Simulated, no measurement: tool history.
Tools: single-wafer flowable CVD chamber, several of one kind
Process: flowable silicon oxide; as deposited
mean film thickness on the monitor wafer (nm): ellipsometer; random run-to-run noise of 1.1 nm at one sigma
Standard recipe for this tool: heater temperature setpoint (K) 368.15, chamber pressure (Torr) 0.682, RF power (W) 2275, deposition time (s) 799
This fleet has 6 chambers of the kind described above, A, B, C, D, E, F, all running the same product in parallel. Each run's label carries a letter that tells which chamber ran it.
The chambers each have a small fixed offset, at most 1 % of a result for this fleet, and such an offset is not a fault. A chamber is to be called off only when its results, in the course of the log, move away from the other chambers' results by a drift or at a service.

run,hour,heater temperature setpoint (K),chamber pressure (Torr),RF power (W),deposition time (s),"read-back reference wafer on the same gauge, thickness_nm",mean film thickness on the monitor wafer (nm)
1C,8.4,368.15,0.682,2275,799,468.61,475.51
2A,17.9,368.15,0.682,2275,799,468.84,472.17
3F,26.8,368.15,0.682,2275,799,469.17,475.44
4E,38.6,368.15,0.682,2275,799,468.98,478.47
5B,44.6,378.15,0.682,2275,799,468.61,342.64
# hour 45.8: chamber E: RF generator calibrated
6D,55.1,378.15,0.682,2275,799,469.12,337.69
7B,65.9,378.15,0.682,2275,799,468.96,341.93
8F,74.9,378.15,0.682,2275,799,469.13,340.13
9D,83.3,378.15,0.682,2275,799,469.15,338.57
10A,94.0,378.15,0.682,2275,799,469.08,339.35
11C,105.3,363.15,0.682,2275,679,469.17,478.60
# hour 111.2: chamber B: capacitance manometer re-zeroed and calibrated
12E,112.2,363.15,0.682,2275,679,468.92,480.67
13F,120.5,363.15,0.682,2275,679,468.87,478.97
14B,128.5,363.15,0.682,2275,679,468.89,476.87
15A,136.4,363.15,0.682,2275,679,469.15,474.00
16C,142.3,363.15,0.682,2275,679,468.92,478.68
17E,150.7,368.15,0.682,2275,799,469.10,476.60
18D,162.3,368.15,0.682,2275,799,469.05,470.13
19F,170.6,368.15,0.629,2275,940,469.04,502.49
20C,177.2,368.15,0.629,2275,940,469.00,502.34
21D,182.4,368.15,0.629,2275,940,469.26,495.48
# hour 183.1: chamber E: capacitance manometer re-zeroed and calibrated
# hour 186.4: chamber D: capacitance manometer re-zeroed and calibrated
22A,193.4,368.15,0.629,2275,940,469.05,496.96
23E,201.9,368.15,0.629,2275,940,468.90,501.80
24B,210.8,368.15,0.629,2275,940,468.77,499.99
# hour 215.2: chamber D: thermocouple changed; heater temperature recalibrated
25C,219.7,368.15,0.682,2275,799,469.10,473.05
# hour 227.8: chamber F: RF generator calibrated
26B,228.8,368.15,0.682,2275,799,468.98,475.64
27A,239.7,368.15,0.682,2275,799,469.20,473.37
# hour 242.6: chamber C: capacitance manometer re-zeroed and calibrated
28E,245.1,368.15,0.682,2275,799,469.12,476.37
# hour 246.8: chamber F: thermocouple changed; heater temperature recalibrated
29F,256.5,368.15,0.682,2275,799,468.91,478.92
30D,265.6,368.15,0.682,2275,799,469.15,461.01
31A,271.4,368.15,0.682,2275,799,469.37,470.61
32B,278.8,368.15,0.682,2275,799,469.08,474.02
33C,289.2,368.15,0.682,2275,799,469.08,474.38
34F,297.7,368.15,0.682,2275,799,468.89,475.95
35D,306.7,368.15,0.682,2275,799,468.93,462.88
36E,316.4,368.15,0.682,2275,799,469.03,477.05
37E,323.3,368.15,0.682,2275,799,469.04,477.83
38B,330.4,368.15,0.682,2275,799,469.00,475.10

What goes on in this fleet: one chamber off, a drifting gauge, or nothing beyond the chambers' own small offsets? Name the chamber and the cause, if any.

A service on chamber D put it out of line with the rest.
Cause: true pressure below the setpoint (%) = 1.5.
The log may not tell that from: wafer temperature above the value expected at the setpoint (K).

Which of the 4 candidates below, each the usual settings with something changed and its results left as question marks, puts chamber D back in line with what the other chambers give on the usual settings?
To be in line, a result may differ from the other chambers' mean on the usual settings by at most: mean film thickness on the monitor wafer (nm) 3.80
39D-1,338.8,368.15,0.694,2275,805,,?
39D-2,338.8,367.15,0.692,2275,804,,?
39D-3,338.8,368.15,0.682,2275,751,,?
39D-4,338.8,369.15,0.682,2275,799,,?

Usual-settings mean across the other chambers: mean film thickness on the monitor wafer (nm) 475.15
run,mean film thickness on the monitor wafer (nm)
39D-1,475.64
39D-2,489.06
39D-3,433.44
39D-4,446.28
39D-1 brings the chamber back in line.
